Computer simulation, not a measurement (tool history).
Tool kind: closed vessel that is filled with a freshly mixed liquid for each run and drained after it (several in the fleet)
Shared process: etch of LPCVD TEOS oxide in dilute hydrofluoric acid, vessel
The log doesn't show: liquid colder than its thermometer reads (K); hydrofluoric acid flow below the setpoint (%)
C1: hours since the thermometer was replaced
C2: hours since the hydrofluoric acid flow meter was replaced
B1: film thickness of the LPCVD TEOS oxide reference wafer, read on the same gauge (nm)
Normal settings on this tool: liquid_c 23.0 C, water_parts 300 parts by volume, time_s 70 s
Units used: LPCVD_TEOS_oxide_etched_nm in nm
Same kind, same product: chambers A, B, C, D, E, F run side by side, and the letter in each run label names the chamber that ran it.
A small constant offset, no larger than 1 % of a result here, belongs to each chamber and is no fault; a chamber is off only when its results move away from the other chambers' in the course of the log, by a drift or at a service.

Run 1B, hour 3.6: usual settings; C1 1209.0; C2 894.9; B1 99.988. Result: LPCVD_TEOS_oxide_etched_nm 6.6946 nm.
Run 2F, hour 8.8: usual settings; C1 22.0; C2 784.6; B1 99.978. Result: LPCVD_TEOS_oxide_etched_nm 6.6353 nm.
Run 3C, hour 11.9: usual settings; C1 1808.7; C2 274.0; B1 99.993. Result: LPCVD_TEOS_oxide_etched_nm 6.6285 nm.
Run 4A, hour 15.0: usual settings; C1 1321.5; C2 946.6; B1 100.020. Result: LPCVD_TEOS_oxide_etched_nm 6.6395 nm.
Run 5D, hour 19.9: usual settings; C1 706.0; C2 628.8; B1 100.010. Result: LPCVD_TEOS_oxide_etched_nm 6.6230 nm.
Run 6E, hour 23.2: usual settings; C1 551.8; C2 203.7; B1 99.998. Result: LPCVD_TEOS_oxide_etched_nm 6.6778 nm.
Run 7D, hour 28.7: usual settings; C1 714.8; C2 637.6; B1 100.020. Result: LPCVD_TEOS_oxide_etched_nm 6.6221 nm.
At hour 32.8: chamber D: hydrofluoric acid flow meter replaced.
Run 8C, hour 33.2: usual settings; C1 1830.0; C2 295.3; B1 99.991. Result: LPCVD_TEOS_oxide_etched_nm 6.6735 nm.
Run 9B, hour 36.0: usual settings; C1 1241.4; C2 927.3; B1 100.000. Result: LPCVD_TEOS_oxide_etched_nm 6.6143 nm.
Run 10E, hour 39.4: usual settings but water_parts 405 parts by volume, time_s 40 s; C1 568.0; C2 219.9; B1 99.992. Result: LPCVD_TEOS_oxide_etched_nm 2.5842 nm.
At hour 40.8: chamber A: hydrofluoric acid flow meter replaced.
Run 11F, hour 42.5: usual settings but water_parts 405 parts by volume, time_s 40 s; C1 55.7; C2 818.3; B1 99.994. Result: LPCVD_TEOS_oxide_etched_nm 2.5308 nm.
Run 12A, hour 47.4: usual settings but water_parts 405 parts by volume, time_s 40 s; C1 1353.9; C2 6.6; B1 99.989. Result: LPCVD_TEOS_oxide_etched_nm 2.5722 nm.
Run 13B, hour 50.7: usual settings but water_parts 405 parts by volume, time_s 40 s; C1 1256.1; C2 942.0; B1 100.020. Result: LPCVD_TEOS_oxide_etched_nm 2.5475 nm.
Run 14F, hour 53.4: usual settings but water_parts 405 parts by volume, time_s 40 s; C1 66.6; C2 829.2; B1 100.010. Result: LPCVD_TEOS_oxide_etched_nm 2.5442 nm.
Run 15A, hour 59.4: usual settings but water_parts 405 parts by volume, time_s 40 s; C1 1365.9; C2 18.6; B1 99.999. Result: LPCVD_TEOS_oxide_etched_nm 2.5793 nm.
Run 16E, hour 62.3: usual settings; C1 590.9; C2 242.8; B1 99.987. Result: LPCVD_TEOS_oxide_etched_nm 6.6725 nm.
Run 17D, hour 67.9: usual settings but time_s 85 s; C1 754.0; C2 35.1; B1 100.020. Result: LPCVD_TEOS_oxide_etched_nm 8.1020 nm.
Run 18C, hour 72.5: usual settings but time_s 85 s; C1 1869.3; C2 334.6; B1 99.988. Result: LPCVD_TEOS_oxide_etched_nm 8.0617 nm.
Run 19A, hour 77.6: usual settings but time_s 85 s; C1 1384.1; C2 36.8; B1 100.000. Result: LPCVD_TEOS_oxide_etched_nm 8.1682 nm.
Run 20F, hour 80.3: usual settings but time_s 85 s; C1 93.5; C2 856.1; B1 99.989. Result: LPCVD_TEOS_oxide_etched_nm 8.0357 nm.
Run 21C, hour 82.9: usual settings but time_s 85 s; C1 1879.7; C2 345.0; B1 100.020. Result: LPCVD_TEOS_oxide_etched_nm 7.9788 nm.
Run 22B, hour 88.4: usual settings but time_s 85 s; C1 1293.8; C2 979.7; B1 99.993. Result: LPCVD_TEOS_oxide_etched_nm 7.8834 nm.
Run 23D, hour 92.9: usual settings; C1 779.0; C2 60.1; B1 100.020. Result: LPCVD_TEOS_oxide_etched_nm 6.6861 nm.
Run 24E, hour 95.7: usual settings; C1 624.3; C2 276.2; B1 100.000. Result: LPCVD_TEOS_oxide_etched_nm 6.6982 nm.
Run 25F, hour 101.2: usual settings; C1 114.4; C2 877.0; B1 100.000. Result: LPCVD_TEOS_oxide_etched_nm 6.6709 nm.
Run 26C, hour 105.7: usual settings; C1 1902.5; C2 367.8; B1 99.982. Result: LPCVD_TEOS_oxide_etched_nm 6.6411 nm.
Run 27B, hour 108.4: usual settings but liquid_c 27.5 C, time_s 45 s; C1 1313.8; C2 999.7; B1 100.010. Result: LPCVD_TEOS_oxide_etched_nm 4.8157 nm.
Run 28E, hour 112.5: usual settings but liquid_c 27.5 C, time_s 45 s; C1 641.1; C2 293.0; B1 99.993. Result: LPCVD_TEOS_oxide_etched_nm 5.0048 nm.
Run 29A, hour 116.2: usual settings but liquid_c 27.5 C, time_s 45 s; C1 1422.7; C2 75.4; B1 99.997. Result: LPCVD_TEOS_oxide_etched_nm 4.9771 nm.
Run 30D, hour 120.5: usual settings but liquid_c 27.5 C, time_s 45 s; C1 806.6; C2 87.7; B1 100.020. Result: LPCVD_TEOS_oxide_etched_nm 4.9614 nm.
Run 31C, hour 125.8: usual settings but liquid_c 27.5 C, time_s 45 s; C1 1922.6; C2 387.9; B1 100.000. Result: LPCVD_TEOS_oxide_etched_nm 4.9849 nm.
Run 32A, hour 129.0: usual settings but liquid_c 27.5 C, time_s 45 s; C1 1435.5; C2 88.2; B1 100.020. Result: LPCVD_TEOS_oxide_etched_nm 5.0065 nm.
At hour 131.0: chamber D: thermometer replaced.
Run 33F, hour 135.0: usual settings; C1 148.2; C2 910.8; B1 100.010. Result: LPCVD_TEOS_oxide_etched_nm 6.5917 nm.
Run 34B, hour 140.1: usual settings; C1 1345.5; C2 1031.4; B1 99.979. Result: LPCVD_TEOS_oxide_etched_nm 6.4450 nm.
Run 35E, hour 143.2: usual settings; C1 671.8; C2 323.7; B1 100.000. Result: LPCVD_TEOS_oxide_etched_nm 6.7000 nm.
Run 36D, hour 146.8: usual settings but water_parts 210 parts by volume, time_s 100 s; C1 15.9; C2 114.0; B1 100.010. Result: LPCVD_TEOS_oxide_etched_nm 14.8830 nm.
Run 37A, hour 151.7: usual settings but water_parts 210 parts by volume, time_s 100 s; C1 1458.2; C2 110.9; B1 99.984. Result: LPCVD_TEOS_oxide_etched_nm 14.9400 nm.

Is one chamber out of step, is the gauge drifting, or do the chambers differ by no more than their own small offsets? For an off chamber, give its letter and the likeliest cause.

One chamber, B, drifts off from the rest bit by bit.
What lies behind it: hydrofluoric acid flow below the setpoint (%) = 3.31.
With only this log, it may be confused with: liquid colder than its thermometer reads (K).

Below are 4 candidate recipes for chamber B's next run, each the usual settings with a change, their results shown as question marks. Which of them brings B's results back in line with what the other chambers give on the usual settings?
A result is in line if it is within this distance of the other chambers' mean on the usual settings: LPCVD_TEOS_oxide_etched_nm 0.1400 nm
Run 38B-1, hour 156.0: usual settings but water_parts 310 parts by volume. Result: LPCVD_TEOS_oxide_etched_nm ?.
Run 38B-2, hour 156.0: usual settings but liquid_c 20.5 C. Result: LPCVD_TEOS_oxide_etched_nm ?.
Run 38B-3, hour 156.0: usual settings but water_parts 280 parts by volume. Result: LPCVD_TEOS_oxide_etched_nm ?.
Run 38B-4, hour 156.0: usual settings but water_parts 290 parts by volume. Result: LPCVD_TEOS_oxide_etched_nm ?.

Average result of the remaining chambers running the usual settings: LPCVD_TEOS_oxide_etched_nm 6.6368 nm
  run  LPCVD_TEOS_oxide_etched_nm
38B-1                      6.0724
38B-2                      5.7995
38B-3                      6.9147
38B-4                      6.6135
It is 38B-4 that realigns the chamber with its peers.

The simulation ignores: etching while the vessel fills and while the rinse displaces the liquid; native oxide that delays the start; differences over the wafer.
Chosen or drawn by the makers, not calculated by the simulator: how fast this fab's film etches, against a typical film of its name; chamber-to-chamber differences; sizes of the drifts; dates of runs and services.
